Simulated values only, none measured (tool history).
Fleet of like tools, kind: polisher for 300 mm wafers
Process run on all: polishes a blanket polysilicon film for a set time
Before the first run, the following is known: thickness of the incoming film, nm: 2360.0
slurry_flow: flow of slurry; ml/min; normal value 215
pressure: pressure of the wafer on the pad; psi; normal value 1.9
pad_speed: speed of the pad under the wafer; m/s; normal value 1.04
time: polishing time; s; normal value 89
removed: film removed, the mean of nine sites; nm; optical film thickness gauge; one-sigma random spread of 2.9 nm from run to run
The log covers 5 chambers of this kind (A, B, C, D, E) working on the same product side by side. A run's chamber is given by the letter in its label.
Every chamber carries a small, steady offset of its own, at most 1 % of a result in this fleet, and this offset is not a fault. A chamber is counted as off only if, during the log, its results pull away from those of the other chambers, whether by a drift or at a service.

run    day  slurry_flow  pressure  pad_speed  time  wafers polished on this pad  hours since the slurry nozzle was cleaned  hours since the head pressure was calibrated  removed
     0.158  -- chamber E: worn pad replaced by a new one
 1E  0.208          215       1.9       1.04    89                            7                                      195.5                                         341.9   455.81
 2D  0.462          215       1.9       1.04    89                          311                                       18.0                                         367.4   462.24
     0.583  -- chamber B: worn pad replaced by a new one
 3A  0.717          215       1.9       1.04    89                          157                                       52.4                                         147.3   458.91
 4B  0.908          215       1.9       1.04    89                           46                                      307.7                                         617.9   459.42
     1.283  -- chamber C: worn pad replaced by a new one
 5C  1.288          215       1.9       1.04    89                            0                                      133.2                                         235.6   450.34
 6B  1.500          215       1.9       1.04    89                          129                                      321.9                                         632.1   456.41
 7A  1.692          215       1.9       1.04    89                          294                                       75.8                                         170.7   456.83
 8E  1.975          215       1.9       1.04    89                          255                                      237.9                                         384.3   455.37
 9C  2.392          215       1.9       1.04    89                          155                                      159.7                                         262.1   453.00
10D  2.683          215       1.9       1.04    89                          623                                       71.3                                         420.7   456.84
11D  2.958          215       1.9       1.04    89                          662                                       77.9                                         427.3   456.43
12A  3.304          215       1.9       1.04    89                          521                                      114.5                                         209.4   450.79
13C  3.567          215       1.9       1.04    89                          320                                      187.9                                         290.3   455.06
14B  3.750          215       1.9       0.88   103                          445                                      375.9                                         686.1   449.80
15E  4.008          215       1.9       0.88   103                          540                                      286.7                                         433.1   446.64
     4.183  -- chamber B: slurry nozzle cleaned
16E  4.346          215       1.9       0.88   103                          588                                      294.8                                         441.2   449.42
     4.438  -- chamber E: worn pad replaced by a new one
17A  4.638          215       1.9       0.88   103                          708                                      146.5                                         241.4   450.32
18B  4.925          215       1.9       0.88   103                          610                                       17.9                                         714.3   456.87
19D  5.275          215       1.9       1.04    89                          987                                      133.5                                         482.9   455.85
20C  5.479          215       1.9       1.04    89                          589                                      233.8                                         336.2   462.53
21E  5.733          215       1.9       1.04    89                          182                                      328.1                                         474.5   448.55
22A  6.058          215       1.9       0.86    89                          907                                      180.6                                         275.5   376.19
     6.188  -- chamber B: worn pad replaced by a new one
23C  6.479          215       1.9       0.86    89                          729                                      257.8                                         360.2   377.45
24D  6.792          215       1.9       0.86    89                         1200                                      169.9                                         519.3   371.88
     6.892  -- chamber C: worn pad replaced by a new one
25B  7.050          215       1.9       0.86    89                          121                                       68.9                                         765.3   378.49
26B  7.454          215       1.9       0.86    89                          178                                       78.6                                         775.0   382.01
27D  7.654          215       1.9       1.04    89                         1321                                      190.6                                         540.0   454.18
28C  7.946          215       1.9       1.04    89                          148                                      293.0                                         395.4   458.66
29E  8.212          145       1.4       1.04    89                          530                                      387.6                                         534.0   301.78
30A  8.517          145       1.4       1.04    89                         1252                                      239.6                                         334.5   319.30
     8.804  -- chamber D: worn pad replaced by a new one
31B  8.846          145       1.4       1.04    89                          373                                      112.0                                         808.4   320.06
32D  9.146          145       1.4       1.04    89                           48                                      226.4                                         575.8   318.33
33A  9.567          145       1.4       1.04    89                         1400                                      264.8                                         359.7   314.87

Next, every chamber runs the same settings. What will each give?
34A  9.871          215       1.9       1.04    89                                                                                                                              ?
34B  9.871          215       1.9       1.04    89                                                                                                                              ?
34C  9.871          215       1.9       1.04    89                                                                                                                              ?
34D  9.871          215       1.9       1.04    89                                                                                                                              ?
34E  9.871          215       1.9       1.04    89                                                                                                                              ?

run  removed
34A   452.12
34B   460.62
34C   455.92
34D   459.30
34E   431.36

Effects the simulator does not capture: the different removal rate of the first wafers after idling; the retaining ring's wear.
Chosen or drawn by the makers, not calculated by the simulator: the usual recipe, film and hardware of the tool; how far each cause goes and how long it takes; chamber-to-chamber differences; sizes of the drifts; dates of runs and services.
